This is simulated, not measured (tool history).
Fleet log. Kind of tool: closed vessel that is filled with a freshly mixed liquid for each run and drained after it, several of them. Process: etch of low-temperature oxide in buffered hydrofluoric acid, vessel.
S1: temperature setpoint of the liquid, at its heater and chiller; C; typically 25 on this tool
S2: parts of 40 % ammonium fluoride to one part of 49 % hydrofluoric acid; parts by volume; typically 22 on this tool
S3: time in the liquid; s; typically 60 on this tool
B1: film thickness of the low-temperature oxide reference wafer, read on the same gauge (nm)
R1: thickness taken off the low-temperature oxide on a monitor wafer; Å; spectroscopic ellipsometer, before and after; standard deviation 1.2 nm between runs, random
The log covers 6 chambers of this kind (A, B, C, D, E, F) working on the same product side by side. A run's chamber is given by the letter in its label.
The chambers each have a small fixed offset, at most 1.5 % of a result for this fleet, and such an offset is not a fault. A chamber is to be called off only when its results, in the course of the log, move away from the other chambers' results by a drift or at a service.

{"run": "1A", "day": 0.258, "S1": 25, "S2": 22, "S3": 60, "B1": 100.02, "R1": 1449.2}
{"run": "2E", "day": 0.504, "S1": 25, "S2": 22, "S3": 60, "B1": 99.98, "R1": 1470.5}
{"run": "3F", "day": 0.808, "S1": 25, "S2": 22, "S3": 60, "B1": 99.995, "R1": 1481}
{"run": "4C", "day": 1.179, "S1": 25, "S2": 22, "S3": 60, "B1": 100, "R1": 1491.1}
{"run": "5D", "day": 1.508, "S1": 25, "S2": 22, "S3": 60, "B1": 100.02, "R1": 1478.3}
{"run": "6B", "day": 1.9, "S1": 25, "S2": 22, "S3": 60, "B1": 99.982, "R1": 1474.9}
{"day": 1.946, "done": "chamber B: thermometer replaced"}
{"run": "7A", "day": 2.158, "S1": 25, "S2": 22, "S3": 60, "B1": 99.999, "R1": 1450.5}
{"run": "8C", "day": 2.454, "S1": 23.5, "S2": 25, "S3": 60, "B1": 99.968, "R1": 1248.3}
{"run": "9E", "day": 2.825, "S1": 23.5, "S2": 25, "S3": 60, "B1": 100.05, "R1": 1262.1}
{"run": "10F", "day": 3.133, "S1": 23.5, "S2": 25, "S3": 60, "B1": 99.981, "R1": 1252.3}
{"day": 3.396, "done": "chamber D: thermometer replaced"}
{"run": "11B", "day": 3.521, "S1": 23.5, "S2": 25, "S3": 60, "B1": 99.997, "R1": 1246.3}
{"run": "12D", "day": 3.725, "S1": 23.5, "S2": 25, "S3": 60, "B1": 99.965, "R1": 1258.8}
{"run": "13D", "day": 3.967, "S1": 23.5, "S2": 25, "S3": 60, "B1": 100, "R1": 1255.1}
{"run": "14F", "day": 4.267, "S1": 25, "S2": 22, "S3": 60, "B1": 100, "R1": 1485.2}
{"run": "15A", "day": 4.667, "S1": 25, "S2": 22, "S3": 60, "B1": 99.979, "R1": 1446.9}
{"run": "16E", "day": 4.933, "S1": 25, "S2": 22, "S3": 60, "B1": 99.987, "R1": 1492.2}
{"run": "17B", "day": 5.275, "S1": 29.5, "S2": 22, "S3": 60, "B1": 99.996, "R1": 1879.6}
{"run": "18C", "day": 5.571, "S1": 29.5, "S2": 22, "S3": 60, "B1": 99.992, "R1": 1877.8}
{"run": "19C", "day": 5.829, "S1": 29.5, "S2": 22, "S3": 60, "B1": 100.05, "R1": 1860.2}
{"run": "20E", "day": 6.008, "S1": 29.5, "S2": 22, "S3": 60, "B1": 99.997, "R1": 1882.6}
{"run": "21B", "day": 6.333, "S1": 29.5, "S2": 22, "S3": 60, "B1": 100.05, "R1": 1882.6}
{"run": "22F", "day": 6.508, "S1": 29.5, "S2": 22, "S3": 60, "B1": 99.961, "R1": 1899.2}
{"run": "23D", "day": 6.708, "S1": 25, "S2": 22, "S3": 60, "B1": 100, "R1": 1485.3}
{"run": "24A", "day": 6.967, "S1": 25, "S2": 22, "S3": 60, "B1": 100.03, "R1": 1465.8}
{"run": "25F", "day": 7.208, "S1": 25, "S2": 22, "S3": 60, "B1": 99.987, "R1": 1502.6}
{"run": "26B", "day": 7.6, "S1": 25, "S2": 27.5, "S3": 60, "B1": 100.02, "R1": 1249.7}
{"run": "27E", "day": 7.883, "S1": 25, "S2": 27.5, "S3": 60, "B1": 100, "R1": 1265.9}
{"run": "28C", "day": 8.071, "S1": 25, "S2": 27.5, "S3": 60, "B1": 99.981, "R1": 1288.5}
{"run": "29D", "day": 8.267, "S1": 25, "S2": 27.5, "S3": 60, "B1": 99.977, "R1": 1268.5}
{"day": 8.425, "done": "chamber B: hydrofluoric acid flow meter replaced"}
{"run": "30A", "day": 8.583, "S1": 25, "S2": 27.5, "S3": 60, "B1": 100.03, "R1": 1229.6}
{"run": "31B", "day": 8.858, "S1": 25, "S2": 27.5, "S3": 60, "B1": 100.02, "R1": 1292}
{"day": 8.975, "done": "chamber F: thermometer replaced"}
{"run": "32C", "day": 9.142, "S1": 25, "S2": 22, "S3": 60, "B1": 99.939, "R1": 1472.7}
{"run": "33A", "day": 9.342, "S1": 29.5, "S2": 30, "S3": 60, "B1": 99.993, "R1": 1518.1}
{"run": "34E", "day": 9.575, "S1": 29.5, "S2": 30, "S3": 60, "B1": 100.04, "R1": 1517.3}
{"run": "35D", "day": 9.896, "S1": 29.5, "S2": 30, "S3": 60, "B1": 99.985, "R1": 1517.9}
{"run": "36F", "day": 10.262, "S1": 29.5, "S2": 30, "S3": 60, "B1": 100.06, "R1": 1521.2}
{"run": "37B", "day": 10.446, "S1": 29.5, "S2": 30, "S3": 60, "B1": 99.983, "R1": 1521.4}
{"run": "38C", "day": 10.662, "S1": 29.5, "S2": 30, "S3": 60, "B1": 99.99, "R1": 1550.7}

Next, all 6 chambers run the settings below, one line each with question marks for the results. What does each chamber give?
{"run": "39A", "day": 10.946, "S1": 27, "S2": 22, "S3": 60, "R1": "?"}
{"run": "39B", "day": 10.946, "S1": 27, "S2": 22, "S3": 60, "R1": "?"}
{"run": "39C", "day": 10.946, "S1": 27, "S2": 22, "S3": 60, "R1": "?"}
{"run": "39D", "day": 10.946, "S1": 27, "S2": 22, "S3": 60, "R1": "?"}
{"run": "39E", "day": 10.946, "S1": 27, "S2": 22, "S3": 60, "R1": "?"}
{"run": "39F", "day": 10.946, "S1": 27, "S2": 22, "S3": 60, "R1": "?"}

run=39A R1=1621.6
run=39B R1=1642.8
run=39C R1=1654.9
run=39D R1=1632.7
run=39E R1=1647.4
run=39F R1=1655.4

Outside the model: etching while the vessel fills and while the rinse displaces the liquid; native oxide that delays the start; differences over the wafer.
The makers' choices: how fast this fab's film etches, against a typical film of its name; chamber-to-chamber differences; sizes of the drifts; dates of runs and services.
